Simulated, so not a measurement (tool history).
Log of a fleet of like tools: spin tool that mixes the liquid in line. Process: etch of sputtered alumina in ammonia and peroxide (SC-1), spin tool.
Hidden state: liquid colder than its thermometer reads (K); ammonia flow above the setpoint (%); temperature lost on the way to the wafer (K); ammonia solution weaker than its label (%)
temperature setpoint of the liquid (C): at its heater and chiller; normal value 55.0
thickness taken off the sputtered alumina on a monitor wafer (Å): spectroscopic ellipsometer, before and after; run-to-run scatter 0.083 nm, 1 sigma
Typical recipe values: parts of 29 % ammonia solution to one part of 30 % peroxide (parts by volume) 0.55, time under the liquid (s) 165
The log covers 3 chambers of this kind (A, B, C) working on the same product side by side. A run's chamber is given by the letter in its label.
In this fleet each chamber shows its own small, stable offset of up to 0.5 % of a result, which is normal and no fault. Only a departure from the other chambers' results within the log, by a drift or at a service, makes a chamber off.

| run | hour | temperature setpoint of the liquid (C) | parts of 29 % ammonia solution to one part of 30 % peroxide (parts by volume) | time under the liquid (s) | hours since the thermometer was replaced | hours since the ammonia flow meter was replaced | hours since the heated supply line was repaired | hours since the drum of ammonia solution was connected | read-back film thickness of the sputtered alumina reference wafer, read on the same gauge (nm) | thickness taken off the sputtered alumina on a monitor wafer (Å) |
|---|---|---|---|---|---|---|---|---|---|---|
|  | 7.1 | chamber A: ammonia flow meter replaced |
| 1A | 10.5 | 55.0 | 0.55 | 165 | 258.2 | 3.4 | 1154.1 | 893.5 | 89.977 | 184.58 |
|  | 14.8 | chamber A: new drum of ammonia solution connected |
| 2C | 18.2 | 55.0 | 0.55 | 165 | 936.5 | 66.5 | 1647.2 | 689.5 | 89.999 | 185.08 |
| 3B | 29.3 | 55.0 | 0.55 | 165 | 887.1 | 879.8 | 2022.3 | 291.5 | 89.982 | 185.70 |
| 4B | 38.2 | 55.0 | 0.55 | 165 | 896.0 | 888.7 | 2031.2 | 300.4 | 89.971 | 184.54 |
| 5C | 48.2 | 55.0 | 0.55 | 165 | 966.5 | 96.5 | 1677.2 | 719.5 | 89.996 | 184.80 |
| 6A | 61.5 | 55.0 | 0.55 | 165 | 309.2 | 54.4 | 1205.1 | 46.8 | 90.023 | 184.62 |
|  | 63.1 | chamber B: ammonia flow meter replaced |
| 7C | 72.9 | 55.0 | 0.55 | 165 | 991.2 | 121.2 | 1701.9 | 744.2 | 90.006 | 183.82 |
| 8B | 84.7 | 55.0 | 0.55 | 165 | 942.5 | 21.6 | 2077.7 | 346.9 | 89.978 | 184.68 |
| 9A | 97.1 | 55.0 | 0.55 | 165 | 344.8 | 90.0 | 1240.7 | 82.4 | 89.996 | 185.46 |
| 10C | 103.6 | 55.0 | 0.55 | 165 | 1021.9 | 151.9 | 1732.6 | 774.9 | 89.976 | 184.20 |
| 11A | 116.1 | 55.0 | 0.55 | 165 | 363.8 | 109.0 | 1259.7 | 101.4 | 89.981 | 185.05 |
| 12B | 130.7 | 55.0 | 0.80 | 120 | 988.5 | 67.6 | 2123.7 | 392.9 | 89.991 | 140.07 |
| 13B | 143.9 | 55.0 | 0.80 | 120 | 1001.7 | 80.8 | 2136.9 | 406.1 | 90.036 | 139.40 |
| 14C | 151.4 | 55.0 | 0.80 | 120 | 1069.7 | 199.7 | 1780.4 | 822.7 | 89.998 | 138.69 |
| 15A | 159.8 | 55.0 | 0.55 | 165 | 407.5 | 152.7 | 1303.4 | 145.1 | 90.002 | 184.18 |
|  | 170.8 | chamber B: new drum of ammonia solution connected |
| 16C | 172.0 | 55.0 | 0.55 | 165 | 1090.3 | 220.3 | 1801.0 | 843.3 | 90.044 | 183.60 |
| 17A | 184.5 | 55.0 | 0.55 | 165 | 432.2 | 177.4 | 1328.1 | 169.8 | 89.995 | 184.99 |
| 18B | 195.9 | 55.0 | 0.55 | 165 | 1053.7 | 132.8 | 2188.9 | 25.1 | 89.974 | 185.26 |
| 19C | 209.6 | 55.0 | 0.55 | 165 | 1127.9 | 257.9 | 1838.6 | 880.9 | 89.988 | 181.88 |
| 20B | 216.8 | 55.0 | 0.40 | 260 | 1074.6 | 153.7 | 2209.8 | 46.0 | 90.004 | 282.18 |
| 21A | 224.4 | 55.0 | 0.40 | 260 | 472.1 | 217.3 | 1368.0 | 209.7 | 89.979 | 283.02 |
| 22C | 239.3 | 55.0 | 0.40 | 260 | 1157.6 | 287.6 | 1868.3 | 910.6 | 89.975 | 281.09 |
|  | 241.6 | chamber B: heated supply line repaired |
| 23A | 248.9 | 55.0 | 0.55 | 165 | 496.6 | 241.8 | 1392.5 | 234.2 | 90.022 | 184.81 |
| 24B | 262.4 | 47.0 | 0.30 | 165 | 1120.2 | 199.3 | 20.9 | 91.6 | 89.992 | 112.50 |
| 25A | 277.3 | 47.0 | 0.30 | 165 | 525.0 | 270.2 | 1420.9 | 262.6 | 90.007 | 112.40 |
| 26B | 285.2 | 47.0 | 0.30 | 165 | 1143.0 | 222.1 | 43.7 | 114.4 | 89.986 | 111.73 |
| 27C | 293.5 | 55.0 | 0.55 | 165 | 1211.8 | 341.8 | 1922.5 | 964.8 | 89.994 | 180.61 |
| 28A | 305.2 | 55.0 | 0.55 | 165 | 552.9 | 298.1 | 1448.8 | 290.5 | 90.038 | 184.56 |
| 29C | 315.2 | 47.5 | 0.55 | 165 | 1233.5 | 363.5 | 1944.2 | 986.5 | 89.999 | 121.14 |
| 30B | 328.5 | 47.5 | 0.55 | 165 | 1186.3 | 265.4 | 87.0 | 157.7 | 89.981 | 122.38 |
| 31C | 339.8 | 47.5 | 0.55 | 165 | 1258.1 | 388.1 | 1968.8 | 1011.1 | 90.008 | 120.81 |
| 32A | 353.9 | 55.0 | 0.55 | 165 | 601.6 | 346.8 | 1497.5 | 339.2 | 90.005 | 185.93 |
| 33B | 366.0 | 55.0 | 0.55 | 165 | 1223.8 | 302.9 | 124.5 | 195.2 | 89.967 | 183.79 |
| 34A | 378.7 | 55.0 | 0.55 | 165 | 626.4 | 371.6 | 1522.3 | 364.0 | 89.991 | 184.34 |
| 35C | 387.5 | 55.0 | 0.55 | 165 | 1305.8 | 435.8 | 2016.5 | 1058.8 | 90.014 | 180.22 |
| 36B | 399.3 | 55.0 | 0.55 | 165 | 1257.1 | 336.2 | 157.8 | 228.5 | 90.002 | 183.94 |
| 37B | 410.3 | 55.0 | 0.70 | 165 | 1268.1 | 347.2 | 168.8 | 239.5 | 90.017 | 189.68 |
|  | 415.5 | chamber C: heated supply line repaired |
| 38A | 424.7 | 55.0 | 0.70 | 165 | 672.4 | 417.6 | 1568.3 | 410.0 | 89.995 | 188.21 |
| 39C | 436.2 | 55.0 | 0.70 | 165 | 1354.5 | 484.5 | 20.8 | 1107.5 | 89.985 | 182.45 |
| 40A | 448.8 | 55.0 | 0.55 | 165 | 696.5 | 441.7 | 1592.4 | 434.1 | 89.999 | 184.45 |
| 41B | 462.6 | 52.0 | 0.55 | 165 | 1320.4 | 399.5 | 221.1 | 291.8 | 89.996 | 156.81 |

Has any chamber moved away from the others, gradually or after a service, or does the common gauge drift, or do the chambers differ only by their own small steady offsets? State the chamber and the most likely cause if one applies.

Chamber C drifts away from the others.
Likeliest cause: liquid colder than its thermometer reads (K) = 0.667.

Here are 4 candidates for chamber C's next run, each the usual settings with a change, their results left as question marks. Which one brings its results back in line with what the others give on the usual settings?
In-line tolerance around the mean of the other chambers on the usual settings: thickness taken off the sputtered alumina on a monitor wafer (Å) 2.90
| 42C-1 | 473.4 | 55.0 | 0.55 | 160 |  |  |  |  |  | ? |
| 42C-2 | 473.4 | 55.0 | 0.80 | 165 |  |  |  |  |  | ? |
| 42C-3 | 473.4 | 55.0 | 0.60 | 165 |  |  |  |  |  | ? |
| 42C-4 | 473.4 | 55.0 | 0.50 | 165 |  |  |  |  |  | ? |

The mean the other chambers reach with the usual settings: thickness taken off the sputtered alumina on a monitor wafer (Å) 184.61
| run | thickness taken off the sputtered alumina on a monitor wafer (Å) |
|---|---|
| 42C-1 | 172.47 |
| 42C-2 | 184.30 |
| 42C-3 | 179.33 |
| 42C-4 | 176.25 |
With 42C-2, the chamber falls back in line with the rest.
